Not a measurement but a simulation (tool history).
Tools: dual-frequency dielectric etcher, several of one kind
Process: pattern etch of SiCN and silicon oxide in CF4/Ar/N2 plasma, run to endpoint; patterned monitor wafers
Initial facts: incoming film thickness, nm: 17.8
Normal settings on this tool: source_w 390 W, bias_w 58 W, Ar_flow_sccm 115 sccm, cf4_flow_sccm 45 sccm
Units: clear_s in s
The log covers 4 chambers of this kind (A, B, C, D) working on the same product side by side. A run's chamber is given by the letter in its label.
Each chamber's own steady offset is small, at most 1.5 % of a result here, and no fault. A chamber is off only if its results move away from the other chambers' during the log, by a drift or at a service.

Run 1C, hour 9.8: usual settings. Result: clear_s 27.630 s.
Run 2D, hour 17.1: usual settings. Result: clear_s 27.856 s.
Run 3B, hour 24.3: usual settings. Result: clear_s 27.523 s.
Run 4A, hour 31.4: usual settings. Result: clear_s 28.355 s.
At hour 35.5: chamber A: wet clean of the chamber.
Run 5A, hour 44.6: usual settings. Result: clear_s 28.248 s.
Run 6B, hour 52.0: usual settings. Result: clear_s 27.484 s.
Run 7C, hour 66.4: usual settings. Result: clear_s 28.010 s.
Run 8D, hour 75.9: usual settings. Result: clear_s 27.923 s.
Run 9A, hour 87.5: usual settings. Result: clear_s 28.332 s.
Run 10C, hour 98.3: usual settings. Result: clear_s 27.921 s.
Run 11D, hour 108.6: usual settings. Result: clear_s 27.905 s.
Run 12B, hour 115.4: usual settings. Result: clear_s 27.516 s.
Run 13C, hour 127.4: usual settings. Result: clear_s 27.939 s.
Run 14D, hour 134.1: usual settings. Result: clear_s 27.955 s.
At hour 141.3: chamber D: wet clean of the chamber.
Run 15B, hour 142.0: usual settings. Result: clear_s 27.200 s.
Run 16A, hour 149.5: usual settings. Result: clear_s 28.268 s.
Run 17C, hour 157.0: usual settings but source_w 330 W, Ar_flow_sccm 137 sccm. Result: clear_s 33.133 s.
Run 18A, hour 164.8: usual settings but source_w 330 W, Ar_flow_sccm 137 sccm. Result: clear_s 33.692 s.
Run 19D, hour 177.7: usual settings but source_w 330 W, Ar_flow_sccm 137 sccm. Result: clear_s 33.113 s.
Run 20B, hour 188.6: usual settings but source_w 330 W, Ar_flow_sccm 137 sccm. Result: clear_s 32.867 s.
Run 21C, hour 202.6: usual settings. Result: clear_s 28.051 s.
Run 22A, hour 213.8: usual settings. Result: clear_s 28.159 s.
At hour 216.0: chamber C: wet clean of the chamber.
At hour 218.5: chamber B: wet clean of the chamber.
Run 23D, hour 222.7: usual settings but cf4_flow_sccm 36 sccm. Result: clear_s 28.750 s.
Run 24B, hour 230.5: usual settings but cf4_flow_sccm 36 sccm. Result: clear_s 27.928 s.
Run 25D, hour 243.8: usual settings but cf4_flow_sccm 36 sccm. Result: clear_s 29.230 s.
Run 26A, hour 253.8: usual settings but cf4_flow_sccm 36 sccm. Result: clear_s 29.425 s.
Run 27C, hour 266.3: usual settings. Result: clear_s 27.714 s.
Run 28B, hour 279.1: usual settings. Result: clear_s 26.648 s.
At hour 290.9: chamber C: CF4 flow controller replaced.
Run 29B, hour 291.0: usual settings but cf4_flow_sccm 37 sccm. Result: clear_s 27.764 s.
Run 30D, hour 298.6: usual settings but cf4_flow_sccm 37 sccm. Result: clear_s 29.104 s.
Run 31C, hour 309.0: usual settings but cf4_flow_sccm 37 sccm. Result: clear_s 28.982 s.
Run 32A, hour 318.9: usual settings but cf4_flow_sccm 37 sccm. Result: clear_s 29.210 s.
Run 33D, hour 334.1: usual settings. Result: clear_s 28.020 s.
Run 34C, hour 345.2: usual settings but Ar_flow_sccm 141 sccm, cf4_flow_sccm 51 sccm. Result: clear_s 28.044 s.
Run 35A, hour 353.2: usual settings but Ar_flow_sccm 141 sccm, cf4_flow_sccm 51 sccm. Result: clear_s 28.479 s.
At hour 353.3: chamber A: bias power generator calibrated.
Run 36B, hour 367.2: usual settings but Ar_flow_sccm 141 sccm, cf4_flow_sccm 51 sccm. Result: clear_s 27.282 s.
Run 37D, hour 378.0: usual settings but Ar_flow_sccm 141 sccm, cf4_flow_sccm 51 sccm. Result: clear_s 28.129 s.
Run 38B, hour 386.0: usual settings. Result: clear_s 26.862 s.
Run 39A, hour 398.6: usual settings. Result: clear_s 28.366 s.

The same settings go to every chamber for the next run, one line per chamber below. Forecast the results for each:
Run 40A, hour 409.7: usual settings. Result: clear_s ?.
Run 40B, hour 409.7: usual settings. Result: clear_s ?.
Run 40C, hour 409.7: usual settings. Result: clear_s ?.
Run 40D, hour 409.7: usual settings. Result: clear_s ?.

run  clear_s
40A   28.007
40B   26.919
40C   27.720
40D   28.124
